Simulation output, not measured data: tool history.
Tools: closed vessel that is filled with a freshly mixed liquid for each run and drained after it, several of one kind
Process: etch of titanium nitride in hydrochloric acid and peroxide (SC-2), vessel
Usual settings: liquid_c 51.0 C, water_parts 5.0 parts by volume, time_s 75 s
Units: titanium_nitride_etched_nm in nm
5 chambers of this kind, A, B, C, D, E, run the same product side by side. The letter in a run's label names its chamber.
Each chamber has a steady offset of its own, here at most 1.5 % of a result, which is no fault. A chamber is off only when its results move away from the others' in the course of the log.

run	hour	liquid_c	water_parts	time_s	hours since the thermometer was replaced	hours since the chemicals flow meter was replaced	hours since the drum of peroxide was connected	read-back film thickness of the titanium nitride reference wafer, read on the same gauge (nm)	titanium_nitride_etched_nm
1E	13.6	51.0	5.0	75	1405.8	732.1	302.2	109.97	5.1494
2A	24.8	51.0	5.0	75	1747.8	2506.0	154.3	109.99	5.1545
3B	33.4	51.0	5.0	75	951.0	988.5	894.7	109.99	5.1756
4D	45.3	51.0	5.0	75	499.8	699.6	65.5	110.00	5.1231
# hour 45.7: chamber A: chemicals flow meter replaced
5C	57.3	51.0	5.0	75	671.0	1515.1	470.9	110.01	5.1195
# hour 63.5: chamber E: new drum of peroxide connected
6E	66.6	51.0	5.0	75	1458.8	785.1	3.2	109.99	5.1317
7D	77.6	51.0	5.0	75	532.1	731.9	97.8	110.00	5.1833
8B	87.1	51.0	5.0	75	1004.7	1042.2	948.4	110.02	5.1649
9A	94.7	51.0	5.0	75	1817.7	49.0	224.2	109.98	5.1295
10C	107.1	51.0	5.0	75	720.8	1564.9	520.7	110.01	5.1346
# hour 119.8: chamber B: new drum of peroxide connected
11D	121.4	51.0	7.5	75	575.9	775.7	141.6	110.00	3.7866
12C	134.3	51.0	7.5	75	748.0	1592.1	547.9	110.01	3.7506
13B	142.9	51.0	7.5	75	1060.5	1098.0	23.2	109.99	3.8223
14A	154.6	51.0	7.5	75	1877.6	108.9	284.1	110.00	3.7883
15E	165.1	51.0	7.5	75	1557.3	883.6	101.7	109.96	3.7749
16B	178.3	51.0	5.0	75	1095.9	1133.4	58.6	109.99	5.2151
17E	187.8	51.0	5.0	75	1580.0	906.3	124.4	110.02	5.1427
18D	194.9	51.0	5.0	75	649.4	849.2	215.1	110.01	5.1405
19C	202.7	51.0	5.0	75	816.4	1660.5	616.3	110.03	5.1598
20A	217.0	51.0	5.0	75	1940.0	171.3	346.5	109.99	5.1337
21C	225.3	51.0	5.0	75	839.0	1683.1	638.9	110.01	5.1513
22B	235.4	51.0	5.0	75	1153.0	1190.5	115.7	109.99	5.1471
23A	248.5	51.0	5.0	75	1971.5	202.8	378.0	110.02	5.1456
24D	259.4	51.0	5.0	75	713.9	913.7	279.6	110.03	5.1552
# hour 261.1: chamber C: new drum of peroxide connected
25E	274.0	51.0	5.5	75	1666.2	992.5	210.6	109.99	4.7801
26C	287.4	51.0	5.5	75	901.1	1745.2	26.3	110.02	4.7871
27E	297.5	51.0	5.5	75	1689.7	1016.0	234.1	109.97	4.8192
28A	306.1	51.0	5.5	75	2029.1	260.4	435.6	110.01	4.7801
29D	318.7	51.0	5.5	75	773.2	973.0	338.9	110.03	4.8060
# hour 327.2: chamber D: chemicals flow meter replaced
30B	327.7	51.0	5.0	75	1245.3	1282.8	208.0	110.03	5.1496
31E	338.7	51.0	5.0	75	1730.9	1057.2	275.3	109.99	5.1920
32B	349.7	51.0	5.0	75	1267.3	1304.8	230.0	110.01	5.2224
# hour 352.5: chamber A: thermometer replaced
33A	362.8	51.0	5.0	75	10.3	317.1	492.3	110.01	5.1519
34D	370.9	51.0	5.0	75	825.4	43.8	391.1	110.01	5.1351
35C	384.8	46.0	6.5	75	998.5	1842.6	123.7	109.99	3.0299

Is one chamber off against the others, does the gauge drift, or is nothing wrong? If a chamber is off, say which, and what the likeliest cause is.

No chamber stands off beyond its own small offset, and the gauge holds steady.

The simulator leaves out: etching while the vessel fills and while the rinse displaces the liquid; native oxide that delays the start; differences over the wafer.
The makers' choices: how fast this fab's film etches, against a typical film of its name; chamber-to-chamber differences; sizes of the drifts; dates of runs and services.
